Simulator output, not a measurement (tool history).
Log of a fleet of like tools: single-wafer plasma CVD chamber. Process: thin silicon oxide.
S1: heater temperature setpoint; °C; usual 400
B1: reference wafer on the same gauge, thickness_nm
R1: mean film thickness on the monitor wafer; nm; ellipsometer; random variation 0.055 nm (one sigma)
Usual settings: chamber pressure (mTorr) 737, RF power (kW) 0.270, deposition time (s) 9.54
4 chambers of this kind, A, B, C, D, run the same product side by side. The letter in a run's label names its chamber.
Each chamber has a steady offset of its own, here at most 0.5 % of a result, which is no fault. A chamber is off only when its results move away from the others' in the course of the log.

run 1D day=0.421 | S1=400 chamber_pressure_(mTorr)=737 RF_power_(kW)=0.270 deposition_time_(s)=9.54 | B1=18.097 | R1=15.336
run 2B day=1.025 | S1=400 chamber_pressure_(mTorr)=737 RF_power_(kW)=0.270 deposition_time_(s)=9.54 | B1=18.107 | R1=15.515
run 3C day=1.358 | S1=400 chamber_pressure_(mTorr)=737 RF_power_(kW)=0.270 deposition_time_(s)=9.54 | B1=18.099 | R1=15.416
run 4A day=1.825 | S1=400 chamber_pressure_(mTorr)=737 RF_power_(kW)=0.270 deposition_time_(s)=9.54 | B1=18.099 | R1=15.457
run 5D day=2.121 | S1=400 chamber_pressure_(mTorr)=737 RF_power_(kW)=0.270 deposition_time_(s)=9.54 | B1=18.091 | R1=15.442
run 6B day=2.529 | S1=400 chamber_pressure_(mTorr)=737 RF_power_(kW)=0.225 deposition_time_(s)=9.54 | B1=18.093 | R1=14.308
run 7A day=2.992 | S1=400 chamber_pressure_(mTorr)=737 RF_power_(kW)=0.225 deposition_time_(s)=9.54 | B1=18.095 | R1=14.185
run 8C day=3.312 | S1=400 chamber_pressure_(mTorr)=737 RF_power_(kW)=0.225 deposition_time_(s)=9.54 | B1=18.102 | R1=14.279
run 9D day=3.950 | S1=400 chamber_pressure_(mTorr)=737 RF_power_(kW)=0.225 deposition_time_(s)=9.54 | B1=18.091 | R1=14.284
run 10A day=4.462 | S1=400 chamber_pressure_(mTorr)=737 RF_power_(kW)=0.270 deposition_time_(s)=9.54 | B1=18.106 | R1=15.491
run 11B day=4.988 | S1=400 chamber_pressure_(mTorr)=737 RF_power_(kW)=0.270 deposition_time_(s)=9.54 | B1=18.102 | R1=15.431
run 12C day=5.488 | S1=400 chamber_pressure_(mTorr)=737 RF_power_(kW)=0.270 deposition_time_(s)=9.54 | B1=18.088 | R1=15.444
run 13B day=5.904 | S1=400 chamber_pressure_(mTorr)=737 RF_power_(kW)=0.270 deposition_time_(s)=9.54 | B1=18.095 | R1=15.463
run 14C day=6.325 | S1=400 chamber_pressure_(mTorr)=737 RF_power_(kW)=0.270 deposition_time_(s)=9.54 | B1=18.102 | R1=15.471
run 15A day=6.700 | S1=400 chamber_pressure_(mTorr)=737 RF_power_(kW)=0.270 deposition_time_(s)=9.54 | B1=18.108 | R1=15.367
run 16D day=7.242 | S1=400 chamber_pressure_(mTorr)=737 RF_power_(kW)=0.270 deposition_time_(s)=9.54 | B1=18.105 | R1=15.947
run 17B day=7.842 | S1=400 chamber_pressure_(mTorr)=737 RF_power_(kW)=0.300 deposition_time_(s)=8.42 | B1=18.112 | R1=14.271
run 18C day=8.146 | S1=400 chamber_pressure_(mTorr)=737 RF_power_(kW)=0.300 deposition_time_(s)=8.42 | B1=18.107 | R1=14.346
-- day=8.650 chamber C: thermocouple changed; heater temperature recalibrated
run 19D day=8.762 | S1=400 chamber_pressure_(mTorr)=737 RF_power_(kW)=0.300 deposition_time_(s)=8.42 | B1=18.097 | R1=14.760
run 20A day=9.162 | S1=400 chamber_pressure_(mTorr)=737 RF_power_(kW)=0.300 deposition_time_(s)=8.42 | B1=18.094 | R1=14.233
run 21B day=9.608 | S1=400 chamber_pressure_(mTorr)=737 RF_power_(kW)=0.270 deposition_time_(s)=9.54 | B1=18.093 | R1=15.513
run 22D day=10.067 | S1=400 chamber_pressure_(mTorr)=737 RF_power_(kW)=0.270 deposition_time_(s)=9.54 | B1=18.097 | R1=15.973
run 23C day=10.462 | S1=400 chamber_pressure_(mTorr)=737 RF_power_(kW)=0.270 deposition_time_(s)=9.54 | B1=18.109 | R1=15.527
run 24A day=10.867 | S1=400 chamber_pressure_(mTorr)=737 RF_power_(kW)=0.270 deposition_time_(s)=9.54 | B1=18.115 | R1=15.418

What goes on in this fleet: one chamber off, a drifting gauge, or nothing beyond the chambers' own small offsets? Name the chamber and the cause, if any.

Chamber D drifts away from the others.
Cause: true pressure above the setpoint (%) = 5.44.

Here are 4 candidates for chamber D's next run, each the usual settings with a change, their results left as question marks. Which one brings its results back in line with what the others give on the usual settings?
In line means no further than this from the other chambers' mean on the usual settings: R1 0.190 nm
run 25D-1 day=11.338 | S1=400 chamber_pressure_(mTorr)=737 RF_power_(kW)=0.270 deposition_time_(s)=10.21 | R1=?
run 25D-2 day=11.338 | S1=400 chamber_pressure_(mTorr)=707 RF_power_(kW)=0.265 deposition_time_(s)=9.29 | R1=?
run 25D-3 day=11.338 | S1=400 chamber_pressure_(mTorr)=737 RF_power_(kW)=0.270 deposition_time_(s)=9.98 | R1=?
run 25D-4 day=11.338 | S1=400 chamber_pressure_(mTorr)=718 RF_power_(kW)=0.270 deposition_time_(s)=9.38 | R1=?

The other chambers' mean on the usual settings: R1 15.481 nm
run=25D-1 R1=17.353
run=25D-2 R1=15.050
run=25D-3 R1=16.963
run=25D-4 R1=15.557
25D-4 brings the chamber back in line.
